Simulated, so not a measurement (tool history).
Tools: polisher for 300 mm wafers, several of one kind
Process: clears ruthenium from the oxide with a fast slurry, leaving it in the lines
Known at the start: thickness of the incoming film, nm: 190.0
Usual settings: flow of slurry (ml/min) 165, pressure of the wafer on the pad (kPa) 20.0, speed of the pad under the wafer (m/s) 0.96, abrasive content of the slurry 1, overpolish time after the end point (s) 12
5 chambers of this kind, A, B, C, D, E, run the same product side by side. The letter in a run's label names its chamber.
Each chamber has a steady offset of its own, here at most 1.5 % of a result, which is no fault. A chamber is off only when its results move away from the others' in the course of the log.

run	hour	flow of slurry (ml/min)	pressure of the wafer on the pad (kPa)	speed of the pad under the wafer (m/s)	abrasive content of the slurry	overpolish time after the end point (s)	wafers polished on this pad	hours since the slurry nozzle was cleaned	hours since the head pressure was calibrated	hours since the slurry blender was calibrated	time until the end point was called (s)	dishing of a wide line in a test structure (Å)
# hour 5.5: chamber A: worn pad replaced by a new one
1C	6.8	165	20.0	0.96	1	12	953	249.0	659.8	146.6	45.243	250.32
# hour 10.0: chamber D: worn pad replaced by a new one
# hour 11.8: chamber C: slurry blender recalibrated
2D	13.3	165	20.0	0.96	1	12	38	100.9	456.1	87.9	44.575	255.18
3A	21.3	165	20.0	0.96	1	12	181	387.1	473.9	213.8	45.017	257.19
# hour 22.8: chamber C: worn pad replaced by a new one
# hour 23.2: chamber C: head pressure recalibrated
4B	29.7	165	20.0	0.96	1	12	565	103.1	35.6	252.7	45.483	261.88
# hour 34.7: chamber B: worn pad replaced by a new one
5E	36.9	165	20.0	0.96	1	12	609	447.4	405.2	109.8	44.260	260.00
6B	43.8	165	20.0	0.96	1	12	105	117.2	49.7	266.8	45.388	256.79
# hour 50.2: chamber A: head pressure recalibrated
# hour 50.6: chamber E: head pressure recalibrated
7E	52.8	165	20.0	0.96	1	12	792	463.3	2.2	125.7	44.593	255.63
# hour 56.1: chamber A: worn pad replaced by a new one
8C	58.4	165	20.0	0.96	1	12	407	300.6	35.2	46.7	44.735	242.58
9D	67.0	165	20.0	0.96	1	12	653	154.6	509.8	141.6	44.476	250.65
# hour 73.4: chamber E: worn pad replaced by a new one
10A	75.7	165	20.0	0.96	1	12	225	441.5	25.5	268.2	44.931	257.49
# hour 78.6: chamber D: worn pad replaced by a new one
11C	80.8	120	20.0	0.96	1	12	664	323.0	57.6	69.1	48.483	243.79
12A	85.7	120	20.0	0.96	1	12	339	451.5	35.5	278.2	48.407	250.52
# hour 91.1: chamber B: worn pad replaced by a new one
13B	91.7	120	20.0	0.96	1	12	7	165.1	97.6	314.7	47.971	239.03
14D	99.8	120	20.0	0.96	1	12	243	187.4	542.6	174.4	47.514	238.37
# hour 104.8: chamber A: worn pad replaced by a new one
15E	108.8	120	20.0	0.96	1	12	405	519.3	58.2	181.7	47.406	254.18
16D	117.3	165	20.0	0.96	1	12	444	204.9	560.1	191.9	44.927	250.63
17B	124.7	165	20.0	0.96	1	12	384	198.1	130.6	347.7	44.950	252.23
18E	131.9	165	20.0	0.78	1	12	670	542.4	81.3	204.8	55.690	227.17
# hour 132.2: chamber D: worn pad replaced by a new one
# hour 136.2: chamber B: worn pad replaced by a new one
# hour 137.7: chamber C: worn pad replaced by a new one
19C	138.7	165	20.0	0.78	1	12	12	380.9	115.5	127.0	54.097	227.17
20A	144.5	165	20.0	0.78	1	12	455	510.3	94.3	337.0	55.661	231.89
# hour 145.1: chamber D: slurry blender recalibrated
# hour 149.0: chamber A: worn pad replaced by a new one
21B	152.8	165	20.0	0.78	1	12	190	226.2	158.7	375.8	55.526	222.24
# hour 153.9: chamber C: slurry blender recalibrated
22D	158.3	165	20.0	0.78	1	12	298	245.9	601.1	13.2	54.214	228.88
# hour 161.3: chamber E: worn pad replaced by a new one
23C	165.3	130	20.0	0.86	1	12	317	407.5	142.1	11.5	53.071	234.58
24E	169.4	130	20.0	0.86	1	12	93	579.9	118.8	242.3	52.779	236.51
25A	174.9	130	20.0	0.86	1	12	297	540.7	124.7	367.4	52.534	235.51
26E	182.9	130	20.0	0.86	1	12	247	593.4	132.3	255.8	52.081	235.17
27B	187.8	130	20.0	0.86	1	12	591	261.2	193.7	410.8	52.549	235.58
28C	196.1	165	20.0	0.96	1	12	669	438.3	172.9	42.3	45.956	258.52
# hour 196.6: chamber A: worn pad replaced by a new one
# hour 200.8: chamber D: worn pad replaced by a new one
29D	202.5	165	20.0	0.96	1	12	19	290.1	645.3	57.4	44.070	253.44
30A	208.4	165	20.0	0.96	1	12	136	574.2	158.2	400.9	44.958	252.76
31D	217.5	165	20.0	0.96	1	12	191	305.1	660.3	72.4	44.241	253.21

Next, every chamber runs the same settings. What will each give?
32A	224.1	165	20.0	0.96	1	6					?	?
32B	224.1	165	20.0	0.96	1	6					?	?
32C	224.1	165	20.0	0.96	1	6					?	?
32D	224.1	165	20.0	0.96	1	6					?	?
32E	224.1	165	20.0	0.96	1	6					?	?

run	time until the end point was called (s)	dishing of a wide line in a test structure (Å)
32A	44.620	170.04
32B	43.789	172.80
32C	45.873	168.55
32D	44.196	168.00
32E	44.521	166.23
